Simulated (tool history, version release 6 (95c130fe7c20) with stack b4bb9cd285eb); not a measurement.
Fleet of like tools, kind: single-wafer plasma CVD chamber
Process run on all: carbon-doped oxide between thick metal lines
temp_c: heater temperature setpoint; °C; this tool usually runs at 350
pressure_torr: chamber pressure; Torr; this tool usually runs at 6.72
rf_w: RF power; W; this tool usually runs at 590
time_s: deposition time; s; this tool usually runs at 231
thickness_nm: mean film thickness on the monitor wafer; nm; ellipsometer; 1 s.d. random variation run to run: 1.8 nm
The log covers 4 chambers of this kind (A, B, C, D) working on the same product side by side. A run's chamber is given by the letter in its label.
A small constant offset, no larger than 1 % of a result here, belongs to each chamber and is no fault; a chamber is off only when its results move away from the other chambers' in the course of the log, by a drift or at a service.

| run | hour | temp_c | pressure_torr | rf_w | time_s | hours since the last thermocouple change | hours since the last RF generator calibration | hours since the last manometer calibration | read-back reference wafer on the same gauge, thickness_nm | thickness_nm |
|---|---|---|---|---|---|---|---|---|---|---|
| 1B | 7.7 | 350 | 6.72 | 590 | 231 | 126.6 | 618.9 | 682.1 | 1090.2 | 1327.0 |
| 2D | 13.5 | 350 | 6.72 | 590 | 231 | 2688.4 | 743.9 | 556.6 | 1090.0 | 1333.2 |
| 3A | 25.9 | 350 | 6.72 | 590 | 231 | 2177.3 | 465.1 | 1484.3 | 1090.7 | 1328.3 |
| 4C | 33.9 | 350 | 6.72 | 590 | 231 | 1611.0 | 2147.2 | 1346.0 | 1090.3 | 1326.1 |
| 5A | 45.2 | 350 | 6.72 | 590 | 231 | 2196.6 | 484.4 | 1503.6 | 1090.3 | 1329.5 |
| 6B | 58.3 | 350 | 6.72 | 590 | 231 | 177.2 | 669.5 | 732.7 | 1090.7 | 1324.5 |
| 7C | 64.5 | 350 | 6.72 | 590 | 231 | 1641.6 | 2177.8 | 1376.6 | 1090.8 | 1323.4 |
| 8D | 77.9 | 350 | 5.73 | 590 | 195 | 2752.8 | 808.3 | 621.0 | 1091.1 | 1108.2 |
| 9C | 88.4 | 350 | 5.73 | 590 | 195 | 1665.5 | 2201.7 | 1400.5 | 1091.4 | 1101.3 |
| 10D | 94.7 | 350 | 5.73 | 590 | 195 | 2769.6 | 825.1 | 637.8 | 1091.4 | 1110.7 |
| 11B | 105.3 | 350 | 5.73 | 590 | 195 | 224.2 | 716.5 | 779.7 | 1091.8 | 1100.3 |
|  | 110.9 | chamber C: RF generator calibrated |
| 12A | 112.6 | 350 | 6.72 | 590 | 231 | 2264.0 | 551.8 | 1571.0 | 1091.5 | 1333.6 |
| 13C | 119.8 | 350 | 6.72 | 590 | 231 | 1696.9 | 9.0 | 1431.9 | 1092.0 | 1327.3 |
| 14D | 127.3 | 350 | 6.72 | 590 | 231 | 2802.2 | 857.7 | 670.4 | 1092.5 | 1340.5 |
| 15B | 135.2 | 350 | 6.72 | 590 | 231 | 254.1 | 746.4 | 809.6 | 1092.0 | 1326.3 |
| 16A | 143.2 | 350 | 6.72 | 590 | 231 | 2294.6 | 582.4 | 1601.6 | 1092.5 | 1336.2 |
| 17B | 155.7 | 350 | 6.72 | 520 | 231 | 274.6 | 766.9 | 830.1 | 1093.1 | 1229.7 |
| 18A | 165.4 | 350 | 6.72 | 520 | 231 | 2316.8 | 604.6 | 1623.8 | 1093.0 | 1235.8 |
| 19D | 176.3 | 350 | 6.72 | 520 | 231 | 2851.2 | 906.7 | 719.4 | 1093.0 | 1238.6 |
| 20C | 185.7 | 350 | 6.72 | 520 | 231 | 1762.8 | 74.9 | 1497.8 | 1093.1 | 1228.9 |
| 21B | 197.3 | 350 | 6.72 | 590 | 231 | 316.2 | 808.5 | 871.7 | 1093.3 | 1327.7 |
| 22D | 203.6 | 350 | 6.72 | 590 | 200 | 2878.5 | 934.0 | 746.7 | 1093.8 | 1162.1 |
| 23A | 215.1 | 350 | 6.72 | 590 | 200 | 2366.5 | 654.3 | 1673.5 | 1094.0 | 1152.5 |
|  | 218.0 | chamber D: thermocouple changed; heater temperature recalibrated |
| 24C | 226.4 | 350 | 6.72 | 590 | 200 | 1803.5 | 115.6 | 1538.5 | 1093.9 | 1156.0 |
| 25A | 236.2 | 350 | 6.72 | 590 | 200 | 2387.6 | 675.4 | 1694.6 | 1094.1 | 1156.0 |
| 26D | 244.3 | 350 | 6.72 | 590 | 231 | 26.3 | 974.7 | 787.4 | 1094.1 | 1340.2 |
| 27B | 254.4 | 350 | 6.72 | 590 | 231 | 373.3 | 865.6 | 928.8 | 1094.2 | 1326.9 |
| 28C | 262.1 | 350 | 6.72 | 590 | 231 | 1839.2 | 151.3 | 1574.2 | 1094.7 | 1333.6 |
| 29D | 268.2 | 350 | 6.72 | 590 | 231 | 50.2 | 998.6 | 811.3 | 1094.9 | 1339.9 |
| 30A | 277.6 | 350 | 6.72 | 590 | 231 | 2429.0 | 716.8 | 1736.0 | 1094.6 | 1337.2 |
| 31C | 289.8 | 350 | 6.72 | 590 | 231 | 1866.9 | 179.0 | 1601.9 | 1094.9 | 1330.6 |
| 32B | 302.8 | 350 | 6.72 | 590 | 231 | 421.7 | 914.0 | 977.2 | 1094.9 | 1329.4 |
| 33D | 312.6 | 350 | 6.72 | 590 | 231 | 94.6 | 1043.0 | 855.7 | 1094.9 | 1343.1 |
| 34C | 326.1 | 350 | 6.17 | 665 | 231 | 1903.2 | 215.3 | 1638.2 | 1095.7 | 1421.2 |
| 35A | 338.3 | 350 | 6.17 | 665 | 231 | 2489.7 | 777.5 | 1796.7 | 1096.1 | 1421.1 |
| 36B | 347.0 | 350 | 6.17 | 665 | 231 | 465.9 | 958.2 | 1021.4 | 1096.0 | 1412.5 |

What goes on in this fleet: one chamber off, a drifting gauge, or nothing beyond the chambers' own small offsets? Name the chamber and the cause, if any.

It is the gauge, not a chamber: its drift shows up in every chamber's results at once, and no chamber is off.
What lies behind it: gauge reads high (%) = 0.561.
